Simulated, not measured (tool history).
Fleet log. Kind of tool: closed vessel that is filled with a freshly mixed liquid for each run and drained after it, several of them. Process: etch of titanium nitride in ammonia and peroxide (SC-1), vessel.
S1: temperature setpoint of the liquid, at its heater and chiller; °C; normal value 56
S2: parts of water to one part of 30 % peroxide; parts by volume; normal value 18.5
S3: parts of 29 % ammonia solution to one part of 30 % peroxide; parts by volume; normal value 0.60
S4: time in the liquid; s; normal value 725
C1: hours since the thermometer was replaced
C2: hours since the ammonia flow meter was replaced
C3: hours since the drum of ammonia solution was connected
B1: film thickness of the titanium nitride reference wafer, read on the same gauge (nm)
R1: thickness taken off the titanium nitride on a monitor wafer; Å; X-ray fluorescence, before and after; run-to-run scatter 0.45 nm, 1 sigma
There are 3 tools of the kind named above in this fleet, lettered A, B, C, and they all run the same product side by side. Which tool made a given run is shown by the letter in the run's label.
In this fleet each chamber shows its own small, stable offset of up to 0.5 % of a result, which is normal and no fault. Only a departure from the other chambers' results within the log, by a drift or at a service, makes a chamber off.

run 1A hour=10.0 | S1=56 S2=18.5 S3=0.60 S4=725 | C1=1423.4 C2=518.8 C3=389.5 | B1=50.004 | R1=545.24
-- hour=17.3 chamber A: thermometer replaced
run 2C hour=22.9 | S1=56 S2=18.5 S3=0.60 S4=725 | C1=125.4 C2=424.5 C3=638.5 | B1=49.991 | R1=559.18
run 3B hour=37.1 | S1=56 S2=18.5 S3=0.60 S4=725 | C1=467.9 C2=527.4 C3=235.9 | B1=49.990 | R1=563.94
run 4A hour=49.7 | S1=56 S2=18.5 S3=0.60 S4=725 | C1=32.4 C2=558.5 C3=429.2 | B1=50.011 | R1=550.91
run 5B hour=61.6 | S1=48 S2=18.5 S3=0.60 S4=725 | C1=492.4 C2=551.9 C3=260.4 | B1=50.020 | R1=307.75
run 6C hour=75.8 | S1=48 S2=18.5 S3=0.60 S4=725 | C1=178.3 C2=477.4 C3=691.4 | B1=50.034 | R1=320.12
-- hour=85.1 chamber A: new drum of ammonia solution connected
run 7A hour=89.9 | S1=48 S2=18.5 S3=0.60 S4=725 | C1=72.6 C2=598.7 C3=4.9 | B1=50.038 | R1=316.66
run 8B hour=104.3 | S1=56 S2=18.5 S3=0.80 S4=725 | C1=535.1 C2=594.6 C3=303.1 | B1=49.996 | R1=565.32
run 9C hour=118.4 | S1=56 S2=18.5 S3=0.80 S4=725 | C1=220.9 C2=520.0 C3=734.0 | B1=50.006 | R1=584.81
run 10C hour=127.7 | S1=56 S2=18.5 S3=0.80 S4=725 | C1=230.2 C2=529.3 C3=743.3 | B1=50.010 | R1=583.70
run 11B hour=139.1 | S1=56 S2=18.5 S3=0.60 S4=725 | C1=569.9 C2=629.4 C3=337.9 | B1=49.999 | R1=532.40
run 12A hour=152.4 | S1=56 S2=18.5 S3=0.60 S4=725 | C1=135.1 C2=661.2 C3=67.4 | B1=49.966 | R1=548.52
run 13C hour=161.8 | S1=56 S2=18.5 S3=0.45 S4=725 | C1=264.3 C2=563.4 C3=777.4 | B1=50.031 | R1=524.03
run 14B hour=168.8 | S1=56 S2=18.5 S3=0.45 S4=725 | C1=599.6 C2=659.1 C3=367.6 | B1=50.062 | R1=505.54
run 15A hour=178.2 | S1=56 S2=18.5 S3=0.45 S4=725 | C1=160.9 C2=687.0 C3=93.2 | B1=49.956 | R1=524.47
run 16B hour=188.8 | S1=56 S2=18.5 S3=0.60 S4=725 | C1=619.6 C2=679.1 C3=387.6 | B1=50.033 | R1=535.63
run 17A hour=201.6 | S1=56 S2=18.5 S3=0.60 S4=725 | C1=184.3 C2=710.4 C3=116.6 | B1=49.999 | R1=548.28
run 18C hour=215.7 | S1=56 S2=18.5 S3=0.60 S4=725 | C1=318.2 C2=617.3 C3=831.3 | B1=50.005 | R1=553.07
run 19A hour=223.6 | S1=56 S2=18.5 S3=0.60 S4=725 | C1=206.3 C2=732.4 C3=138.6 | B1=50.007 | R1=543.26
run 20C hour=238.4 | S1=56 S2=18.5 S3=0.60 S4=725 | C1=340.9 C2=640.0 C3=854.0 | B1=50.048 | R1=549.43

Read the log: is a single chamber off, either drifting away or since a service, is the gauge that measures every chamber drifting, or is nothing wrong beyond small per-chamber offsets? Name any odd chamber and what most likely caused it.

One chamber, B, drifts off from the rest bit by bit.
Likeliest cause: liquid colder than its thermometer reads (K) = 0.928.

Which of the 4 candidates below, each the usual settings with something changed and its results left as question marks, puts chamber B back in line with what the other chambers give on the usual settings?
To be in line, a result may differ from the other chambers' mean on the usual settings by at most: R1 16.00 Å
run 21B-1 hour=249.2 | S1=56 S2=18.5 S3=0.60 S4=810 | R1=?
run 21B-2 hour=249.2 | S1=56 S2=22.0 S3=0.55 S4=725 | R1=?
run 21B-3 hour=249.2 | S1=55 S2=18.5 S3=0.60 S4=725 | R1=?
run 21B-4 hour=249.2 | S1=56 S2=18.0 S3=0.60 S4=760 | R1=?

What the other chambers average on the usual settings: R1 549.80 Å
run=21B-1 R1=582.05
run=21B-2 R1=464.85
run=21B-3 R1=486.52
run=21B-4 R1=554.57
The answer is 21B-4, which returns the chamber to within the allowed miss of the others.
